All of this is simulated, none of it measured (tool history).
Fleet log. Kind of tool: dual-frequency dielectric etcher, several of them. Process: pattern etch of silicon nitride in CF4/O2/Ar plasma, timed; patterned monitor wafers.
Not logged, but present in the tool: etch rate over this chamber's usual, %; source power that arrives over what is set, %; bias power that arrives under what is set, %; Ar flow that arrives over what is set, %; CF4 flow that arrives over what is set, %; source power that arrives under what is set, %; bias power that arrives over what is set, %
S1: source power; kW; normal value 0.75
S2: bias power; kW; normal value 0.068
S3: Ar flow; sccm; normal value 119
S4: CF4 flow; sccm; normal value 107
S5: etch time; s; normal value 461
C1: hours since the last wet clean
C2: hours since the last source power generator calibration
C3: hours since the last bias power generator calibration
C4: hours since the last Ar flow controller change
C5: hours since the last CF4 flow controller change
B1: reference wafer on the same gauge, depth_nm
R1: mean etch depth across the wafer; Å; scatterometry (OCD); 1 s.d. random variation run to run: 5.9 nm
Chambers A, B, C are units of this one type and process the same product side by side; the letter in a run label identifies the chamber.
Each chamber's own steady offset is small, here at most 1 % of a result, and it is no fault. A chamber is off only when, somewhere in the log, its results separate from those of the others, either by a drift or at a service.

run 1C day=0.292 | S1=0.75 S2=0.068 S3=119 S4=107 S5=461 | C1=150.2 C2=4883.3 C3=425.5 C4=1242.7 C5=3273.8 | B1=1130.1 | R1=13926
run 2A day=0.771 | S1=0.75 S2=0.068 S3=119 S4=107 S5=461 | C1=40.5 C2=2323.4 C3=777.6 C4=5351.3 C5=3259.6 | B1=1130.2 | R1=13831
run 3B day=1.212 | S1=0.75 S2=0.068 S3=119 S4=107 S5=461 | C1=251.7 C2=639.1 C3=2450.2 C4=699.2 C5=401.8 | B1=1129.7 | R1=13780
run 4B day=1.558 | S1=0.75 S2=0.068 S3=119 S4=107 S5=461 | C1=260 C2=647.4 C3=2458.5 C4=707.5 C5=410.1 | B1=1130.2 | R1=13886
run 5C day=2.067 | S1=0.75 S2=0.068 S3=119 S4=107 S5=461 | C1=192.8 C2=4925.9 C3=468.1 C4=1285.3 C5=3316.4 | B1=1130.7 | R1=13948
run 6A day=2.4 | S1=0.75 S2=0.068 S3=119 S4=107 S5=461 | C1=79.6 C2=2362.5 C3=816.7 C4=5390.4 C5=3298.7 | B1=1130.3 | R1=13820
run 7A day=2.817 | S1=0.75 S2=0.068 S3=119 S4=107 S5=461 | C1=89.6 C2=2372.5 C3=826.7 C4=5400.4 C5=3308.7 | B1=1130 | R1=13820
run 8C day=3.158 | S1=0.75 S2=0.068 S3=119 S4=107 S5=461 | C1=219 C2=4952.1 C3=494.3 C4=1311.5 C5=3342.6 | B1=1130.7 | R1=13876
run 9B day=3.683 | S1=0.75 S2=0.068 S3=119 S4=107 S5=461 | C1=311 C2=698.4 C3=2509.5 C4=758.5 C5=461.1 | B1=1129.9 | R1=13874
run 10B day=4.025 | S1=0.75 S2=0.068 S3=119 S4=107 S5=461 | C1=319.2 C2=706.6 C3=2517.7 C4=766.7 C5=469.3 | B1=1129.8 | R1=13879
run 11C day=4.546 | S1=0.75 S2=0.068 S3=119 S4=107 S5=461 | C1=252.3 C2=4985.4 C3=527.6 C4=1344.8 C5=3375.9 | B1=1129.6 | R1=13948
run 12A day=5.15 | S1=0.75 S2=0.068 S3=119 S4=107 S5=461 | C1=145.6 C2=2428.5 C3=882.7 C4=5456.4 C5=3364.7 | B1=1130.3 | R1=13768
run 13C day=5.442 | S1=0.75 S2=0.068 S3=119 S4=107 S5=461 | C1=273.8 C2=5006.9 C3=549.1 C4=1366.3 C5=3397.4 | B1=1128.9 | R1=13937
-- day=5.712 chamber C: source power generator calibrated
run 14B day=5.796 | S1=0.83 S2=0.068 S3=95 S4=107 S5=461 | C1=361.7 C2=749.1 C3=2560.2 C4=809.2 C5=511.8 | B1=1130.6 | R1=15382
run 15A day=6.329 | S1=0.83 S2=0.068 S3=95 S4=107 S5=461 | C1=173.9 C2=2456.8 C3=911 C4=5484.7 C5=3393 | B1=1129.1 | R1=15431
run 16C day=6.792 | S1=0.83 S2=0.068 S3=95 S4=107 S5=461 | C1=306.2 C2=26 C3=581.5 C4=1398.7 C5=3429.8 | B1=1130.4 | R1=14819
run 17B day=7.438 | S1=0.75 S2=0.068 S3=119 S4=107 S5=461 | C1=401.1 C2=788.5 C3=2599.6 C4=848.6 C5=551.2 | B1=1129.3 | R1=13927
run 18A day=8.083 | S1=0.75 S2=0.068 S3=119 S4=107 S5=461 | C1=216 C2=2498.9 C3=953.1 C4=5526.8 C5=3435.1 | B1=1129.8 | R1=13760
run 19A day=8.629 | S1=0.75 S2=0.068 S3=119 S4=107 S5=461 | C1=229.1 C2=2512 C3=966.2 C4=5539.9 C5=3448.2 | B1=1129 | R1=13777
run 20C day=9.171 | S1=0.75 S2=0.068 S3=119 S4=107 S5=461 | C1=363.3 C2=83.1 C3=638.6 C4=1455.8 C5=3486.9 | B1=1129 | R1=13367
-- day=9.312 chamber A: source power generator calibrated
run 21B day=9.817 | S1=0.75 S2=0.068 S3=119 S4=107 S5=461 | C1=458.2 C2=845.6 C3=2656.7 C4=905.7 C5=608.3 | B1=1129.3 | R1=13879
run 22C day=10.229 | S1=0.75 S2=0.068 S3=119 S4=107 S5=461 | C1=388.7 C2=108.5 C3=664 C4=1481.2 C5=3512.3 | B1=1131.1 | R1=13454
run 23B day=10.817 | S1=0.75 S2=0.068 S3=119 S4=107 S5=461 | C1=482.2 C2=869.6 C3=2680.7 C4=929.7 C5=632.3 | B1=1130 | R1=13812
run 24A day=11.362 | S1=0.75 S2=0.068 S3=119 S4=107 S5=461 | C1=294.7 C2=49.3 C3=1031.8 C4=5605.5 C5=3513.8 | B1=1131 | R1=13736
-- day=11.892 chamber B: wet clean of the chamber
run 25C day=11.95 | S1=0.75 S2=0.068 S3=119 S4=107 S5=461 | C1=430 C2=149.8 C3=705.3 C4=1522.5 C5=3553.6 | B1=1131.1 | R1=13464
run 26B day=12.475 | S1=0.75 S2=0.068 S3=119 S4=107 S5=461 | C1=14 C2=909.4 C3=2720.5 C4=969.5 C5=672.1 | B1=1130.9 | R1=13946
run 27A day=13.025 | S1=0.75 S2=0.068 S3=119 S4=107 S5=461 | C1=334.6 C2=89.2 C3=1071.7 C4=5645.4 C5=3553.7 | B1=1129.8 | R1=13795
run 28B day=13.592 | S1=0.75 S2=0.068 S3=119 S4=107 S5=461 | C1=40.8 C2=936.2 C3=2747.3 C4=996.3 C5=698.9 | B1=1130.8 | R1=13838

Which is it: a chamber that has drifted or been left off by a service, a gauge drift common to all chambers, or only each chamber's usual small offset? If a chamber is off, name it and its likeliest cause.

A service left chamber C off against the others.
Cause: source power that arrives under what is set, % = 4.96.

Which of the 4 candidates below, each the usual settings with something changed and its results left as question marks, puts chamber C back in line with what the other chambers give on the usual settings?
Allowed miss from the other chambers' usual-settings mean, per result, to count as in line: R1 210 Å
run 29C-1 day=14.054 | S1=0.74 S2=0.068 S3=119 S4=107 S5=450.5 | R1=?
run 29C-2 day=14.054 | S1=0.74 S2=0.068 S3=119 S4=107 S5=461 | R1=?
run 29C-3 day=14.054 | S1=0.75 S2=0.07 S3=119 S4=107 S5=461 | R1=?
run 29C-4 day=14.054 | S1=0.75 S2=0.068 S3=100 S4=123 S5=461 | R1=?

Average result of the remaining chambers running the usual settings: R1 13816 Å
run=29C-1 R1=12891
run=29C-2 R1=13191
run=29C-3 R1=13499
run=29C-4 R1=13825
The answer is 29C-4, which returns the chamber to within the allowed miss of the others.
